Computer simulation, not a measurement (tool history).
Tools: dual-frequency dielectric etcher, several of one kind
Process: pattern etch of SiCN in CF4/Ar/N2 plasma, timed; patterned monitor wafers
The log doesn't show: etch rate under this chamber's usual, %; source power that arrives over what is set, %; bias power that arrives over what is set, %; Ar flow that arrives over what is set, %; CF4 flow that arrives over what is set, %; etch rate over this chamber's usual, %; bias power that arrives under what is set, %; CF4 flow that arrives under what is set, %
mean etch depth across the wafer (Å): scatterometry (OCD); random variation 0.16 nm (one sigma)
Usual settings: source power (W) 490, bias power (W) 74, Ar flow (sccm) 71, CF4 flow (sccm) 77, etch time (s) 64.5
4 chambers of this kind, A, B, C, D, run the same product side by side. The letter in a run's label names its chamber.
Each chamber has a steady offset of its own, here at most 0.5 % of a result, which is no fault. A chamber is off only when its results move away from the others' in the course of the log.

| run | day | source power (W) | bias power (W) | Ar flow (sccm) | CF4 flow (sccm) | etch time (s) | hours since the last wet clean | hours since the last source power generator calibration | hours since the last bias power generator calibration | hours since the last Ar flow controller change | hours since the last CF4 flow controller change | read-back reference wafer on the same gauge, depth_nm | mean etch depth across the wafer (Å) |
|---|---|---|---|---|---|---|---|---|---|---|---|---|---|
| 1A | 0.258 | 490 | 74 | 71 | 77 | 64.5 | 207.3 | 3186.1 | 1143.5 | 985.3 | 1670.5 | 76.119 | 640.8 |
| 2D | 0.5 | 490 | 74 | 71 | 77 | 64.5 | 513.6 | 3662.7 | 1148.3 | 653.9 | 3700.4 | 76.123 | 642.52 |
| 3B | 0.675 | 490 | 74 | 71 | 77 | 64.5 | 210.6 | 2150.8 | 667.7 | 2208.4 | 1457.6 | 76.09 | 642.45 |
| 4C | 1.025 | 490 | 74 | 71 | 77 | 64.5 | 230 | 3066.8 | 163.8 | 427 | 1456.1 | 76.109 | 640.66 |
| 5C | 1.267 | 490 | 59 | 71 | 88 | 64.5 | 235.8 | 3072.6 | 169.6 | 432.8 | 1461.9 | 76.126 | 607.9 |
| 6D | 1.546 | 490 | 59 | 71 | 88 | 64.5 | 538.7 | 3687.8 | 1173.4 | 679 | 3725.5 | 76.097 | 613.04 |
| 7A | 1.8 | 490 | 59 | 71 | 88 | 64.5 | 244.3 | 3223.1 | 1180.5 | 1022.3 | 1707.5 | 76.145 | 607.31 |
| 8B | 2.171 | 490 | 59 | 71 | 88 | 64.5 | 246.5 | 2186.7 | 703.6 | 2244.3 | 1493.5 | 76.121 | 605.68 |
| 9D | 2.45 | 490 | 74 | 71 | 77 | 64.5 | 560.4 | 3709.5 | 1195.1 | 700.7 | 3747.2 | 76.136 | 642.86 |
| 10B | 2.788 | 490 | 74 | 71 | 77 | 64.5 | 261.3 | 2201.5 | 718.4 | 2259.1 | 1508.3 | 76.122 | 640.51 |
| 11A | 3.012 | 490 | 79 | 71 | 77 | 81.5 | 273.4 | 3252.2 | 1209.6 | 1051.4 | 1736.6 | 76.097 | 828.8 |
| 12C | 3.342 | 490 | 79 | 71 | 77 | 81.5 | 285.6 | 3122.4 | 219.4 | 482.6 | 1511.7 | 76.132 | 830.12 |
| 13B | 3.621 | 490 | 79 | 71 | 77 | 81.5 | 281.3 | 2221.5 | 738.4 | 2279.1 | 1528.3 | 76.068 | 833.67 |
| 14A | 3.95 | 490 | 79 | 71 | 77 | 81.5 | 295.9 | 3274.7 | 1232.1 | 1073.9 | 1759.1 | 76.078 | 828.42 |
| 15C | 4.292 | 490 | 74 | 71 | 77 | 64.5 | 308.4 | 3145.2 | 242.2 | 505.4 | 1534.5 | 76.096 | 643.36 |
| 16D | 4.55 | 490 | 74 | 71 | 77 | 64.5 | 610.8 | 3759.9 | 1245.5 | 751.1 | 3797.6 | 76.129 | 644.48 |
|  | 4.708 | chamber C: wet clean of the chamber |
| 17B | 4.767 | 490 | 74 | 71 | 77 | 64.5 | 308.8 | 2249 | 765.9 | 2306.6 | 1555.8 | 76.113 | 642.69 |
| 18D | 5 | 490 | 74 | 71 | 77 | 64.5 | 621.6 | 3770.7 | 1256.3 | 761.9 | 3808.4 | 76.125 | 645.57 |
|  | 5.029 | chamber C: CF4 flow controller replaced |
| 19C | 5.217 | 490 | 74 | 71 | 77 | 64.5 | 12.2 | 3167.4 | 264.4 | 527.6 | 4.5 | 76.111 | 659.61 |
| 20A | 5.429 | 490 | 74 | 71 | 77 | 64.5 | 331.4 | 3310.2 | 1267.6 | 1109.4 | 1794.6 | 76.138 | 640.31 |
| 21C | 5.621 | 490 | 74 | 71 | 77 | 64.5 | 21.9 | 3177.1 | 274.1 | 537.3 | 14.2 | 76.081 | 655.9 |
| 22D | 5.988 | 490 | 74 | 71 | 77 | 64.5 | 645.3 | 3794.4 | 1280 | 785.6 | 3832.1 | 76.077 | 642.98 |
| 23B | 6.367 | 490 | 74 | 71 | 77 | 64.5 | 347.2 | 2287.4 | 804.3 | 2345 | 1594.2 | 76.083 | 642.31 |
| 24A | 6.554 | 490 | 74 | 71 | 77 | 64.5 | 358.4 | 3337.2 | 1294.6 | 1136.4 | 1821.6 | 76.12 | 639.44 |
|  | 6.583 | chamber A: wet clean of the chamber |
| 25B | 6.842 | 490 | 74 | 71 | 77 | 64.5 | 358.6 | 2298.8 | 815.7 | 2356.4 | 1605.6 | 76.128 | 639.53 |
| 26C | 7.017 | 490 | 74 | 71 | 77 | 64.5 | 55.4 | 3210.6 | 307.6 | 570.8 | 47.7 | 76.083 | 659.62 |
| 27D | 7.196 | 590 | 89 | 71 | 77 | 64.5 | 674.3 | 3823.4 | 1309 | 814.6 | 3861.1 | 76.063 | 807.78 |
| 28A | 7.408 | 590 | 89 | 71 | 77 | 64.5 | 19.9 | 3357.7 | 1315.1 | 1156.9 | 1842.1 | 76.084 | 803.33 |
| 29A | 7.617 | 590 | 89 | 71 | 77 | 64.5 | 24.9 | 3362.7 | 1320.1 | 1161.9 | 1847.1 | 76.119 | 802.62 |
| 30D | 7.925 | 590 | 89 | 71 | 77 | 64.5 | 691.8 | 3840.9 | 1326.5 | 832.1 | 3878.6 | 76.109 | 805.53 |
| 31C | 8.233 | 490 | 74 | 71 | 77 | 64.5 | 84.6 | 3239.8 | 336.8 | 600 | 76.9 | 76.06 | 656.16 |
| 32B | 8.567 | 490 | 74 | 71 | 77 | 64.5 | 400 | 2340.2 | 857.1 | 2397.8 | 1647 | 76.099 | 644.42 |
| 33D | 8.896 | 490 | 74 | 71 | 77 | 64.5 | 715.1 | 3864.2 | 1349.8 | 855.4 | 3901.9 | 76.168 | 643.61 |
| 34A | 9.104 | 490 | 74 | 71 | 77 | 64.5 | 60.6 | 3398.4 | 1355.8 | 1197.6 | 1882.8 | 76.079 | 638.64 |
| 35C | 9.396 | 490 | 74 | 71 | 77 | 64.5 | 112.5 | 3267.7 | 364.7 | 627.9 | 104.8 | 76.063 | 655.68 |
| 36B | 9.583 | 490 | 74 | 71 | 59 | 64.5 | 424.4 | 2364.6 | 881.5 | 2422.2 | 1671.4 | 76.091 | 622.3 |
|  | 9.625 | chamber D: wet clean of the chamber |
| 37B | 9.817 | 490 | 74 | 71 | 59 | 64.5 | 430 | 2370.2 | 887.1 | 2427.8 | 1677 | 76.135 | 617.15 |
| 38D | 10.175 | 490 | 74 | 71 | 59 | 64.5 | 13.2 | 3894.9 | 1380.5 | 886.1 | 3932.6 | 76.143 | 619.1 |
|  | 10.308 | chamber A: source power generator calibrated |
| 39C | 10.512 | 490 | 74 | 71 | 59 | 64.5 | 139.3 | 3294.5 | 391.5 | 654.7 | 131.6 | 76.113 | 633.63 |
| 40A | 10.896 | 440 | 74 | 71 | 89 | 64.5 | 103.6 | 14.1 | 1398.8 | 1240.6 | 1925.8 | 76.06 | 594.6 |
| 41B | 11.088 | 440 | 74 | 71 | 89 | 64.5 | 460.5 | 2400.7 | 917.6 | 2458.3 | 1707.5 | 76.085 | 596.75 |
| 42A | 11.354 | 440 | 74 | 71 | 89 | 64.5 | 114.6 | 25.1 | 1409.8 | 1251.6 | 1936.8 | 76.14 | 591.81 |
| 43C | 11.667 | 440 | 74 | 71 | 89 | 64.5 | 167 | 3322.2 | 419.2 | 682.4 | 159.3 | 76.102 | 606.64 |
| 44D | 11.9 | 490 | 74 | 71 | 77 | 64.5 | 54.6 | 3936.3 | 1421.9 | 927.5 | 3974 | 76.103 | 645.8 |

Next, every chamber runs the same settings. What will each give?
| 45A | 12.175 | 490 | 74 | 71 | 77 | 64.5 |  |  |  |  |  |  | ? |
| 45B | 12.175 | 490 | 74 | 71 | 77 | 64.5 |  |  |  |  |  |  | ? |
| 45C | 12.175 | 490 | 74 | 71 | 77 | 64.5 |  |  |  |  |  |  | ? |
| 45D | 12.175 | 490 | 74 | 71 | 77 | 64.5 |  |  |  |  |  |  | ? |

| run | mean etch depth across the wafer (Å) |
|---|---|
| 45A | 641.75 |
| 45B | 645.63 |
| 45C | 655.14 |
| 45D | 647.86 |
